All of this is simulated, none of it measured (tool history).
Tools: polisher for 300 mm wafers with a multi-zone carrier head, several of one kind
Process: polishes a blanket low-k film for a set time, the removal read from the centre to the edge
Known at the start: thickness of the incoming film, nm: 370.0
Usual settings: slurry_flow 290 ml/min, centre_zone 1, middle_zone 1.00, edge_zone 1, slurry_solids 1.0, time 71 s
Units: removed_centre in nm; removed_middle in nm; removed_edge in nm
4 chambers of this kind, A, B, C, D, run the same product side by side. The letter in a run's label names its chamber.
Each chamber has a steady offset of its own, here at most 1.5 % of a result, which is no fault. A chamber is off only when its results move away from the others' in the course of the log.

run	day	slurry_flow	centre_zone	middle_zone	edge_zone	slurry_solids	time	wafers polished on this pad	hours since the slurry nozzle was cleaned	hours since the centre zone pressure was calibrated	hours since the edge zone pressure was calibrated	removed_centre	removed_middle	removed_edge
1C	0.171	290	1	1.00	1	1.0	71	128	509.8	58.2	359.8	28.050	28.226	27.815
2A	0.329	290	1	1.00	1	1.0	71	190	42.4	238.6	444.7	27.796	27.983	27.653
3B	0.567	290	1	1.00	1	1.0	71	499	137.2	451.2	622.2	27.775	28.113	28.076
4D	0.808	290	1	1.00	1	1.0	71	951	315.2	128.0	731.5	28.329	27.544	27.909
# day 0.854: chamber B: worn pad replaced by a new one
5C	0.996	290	1	1.00	1	1.0	71	329	529.6	78.0	379.6	27.514	27.350	27.224
6A	1.250	290	1	1.00	1	1.0	71	415	64.5	260.7	466.8	27.691	27.627	27.739
7D	1.367	290	1	1.00	1	1.0	71	1087	328.6	141.4	744.9	28.448	28.065	27.717
8B	1.488	290	1	1.00	1	1.0	71	154	159.3	473.3	644.3	27.799	27.867	27.591
9A	1.600	290	1	1.00	1	1.0	87	500	72.9	269.1	475.2	34.608	33.692	33.813
10D	1.808	290	1	1.00	1	1.0	87	1195	339.2	152.0	755.5	35.003	33.597	34.260
11B	2.067	290	1	1.00	1	1.0	87	295	173.2	487.2	658.2	34.164	34.239	34.150
# day 2.154: chamber D: worn pad replaced by a new one
12C	2.317	290	1	1.00	1	1.0	87	651	561.3	109.7	411.3	33.525	34.635	33.930
13A	2.579	290	1	1.06	1	0.9	71	739	96.4	292.6	498.7	26.181	27.715	26.424
14B	2.700	290	1	1.06	1	0.9	71	450	188.4	502.4	673.4	26.973	28.647	26.393
15D	2.825	290	1	1.06	1	0.9	71	164	363.6	176.4	779.9	27.508	27.876	26.318
16C	3.071	290	1	1.06	1	0.9	71	835	579.4	127.8	429.4	26.293	28.067	26.083
# day 3.246: chamber B: worn pad replaced by a new one
17C	3.333	290	1	1.00	1	1.0	71	899	585.7	134.1	435.7	27.240	27.835	27.307
18D	3.462	290	1	1.00	1	1.0	71	319	378.9	191.7	795.2	29.569	27.646	27.978
19B	3.671	290	1	1.00	1	1.0	71	104	211.7	525.7	696.7	27.837	28.005	27.621
# day 3.779: chamber A: worn pad replaced by a new one
20A	3.925	290	1	1.00	1	1.0	71	36	128.7	324.9	531.0	27.680	28.263	27.608
21B	4.071	290	1	0.94	1	1.0	50	201	221.3	535.3	706.3	19.386	19.009	19.705
22D	4.200	290	1	0.94	1	1.0	50	499	396.6	209.4	812.9	20.989	18.538	19.627
23C	4.408	290	1	0.94	1	1.0	50	1161	611.5	159.9	461.5	19.239	18.405	19.313
24A	4.588	290	1	0.94	1	1.0	50	197	144.6	340.8	546.9	19.520	18.589	19.870
25B	4.788	290	1	1.00	1	1.0	71	376	238.5	552.5	723.5	28.083	28.016	27.658

What goes on in this fleet: one chamber off, a drifting gauge, or nothing beyond the chambers' own small offsets? Name the chamber and the cause, if any.

Chamber D drifts away from the others.
Cause: centre zone's pressure above its setpoint, % = 7.54.

Here are 4 candidates for chamber D's next run, each the usual settings with a change, their results left as question marks. Which one brings its results back in line with what the others give on the usual settings?
In line means no further than this from the other chambers' mean on the usual settings: removed_centre 0.980 nm; removed_middle 1.100 nm; removed_edge 1.000 nm
26D-1	4.979	295	1.06	0.98	0.98	1.0	72					?	?	?
26D-2	4.979	285	0.89	1.03	1.03	1.0	69					?	?	?
26D-3	4.979	295	1.11	0.97	0.97	1.0	73					?	?	?
26D-4	4.979	285	0.94	1.02	1.02	1.0	70					?	?	?

The other chambers' mean on the usual settings: removed_centre 27.802 nm; removed_middle 27.898 nm; removed_edge 27.675 nm
run	removed_centre	removed_middle	removed_edge
26D-1	32.876	27.701	28.084
26D-2	25.871	27.738	27.546
26D-3	35.056	27.811	28.325
26D-4	27.893	27.877	27.803
26D-4 brings the chamber back in line.
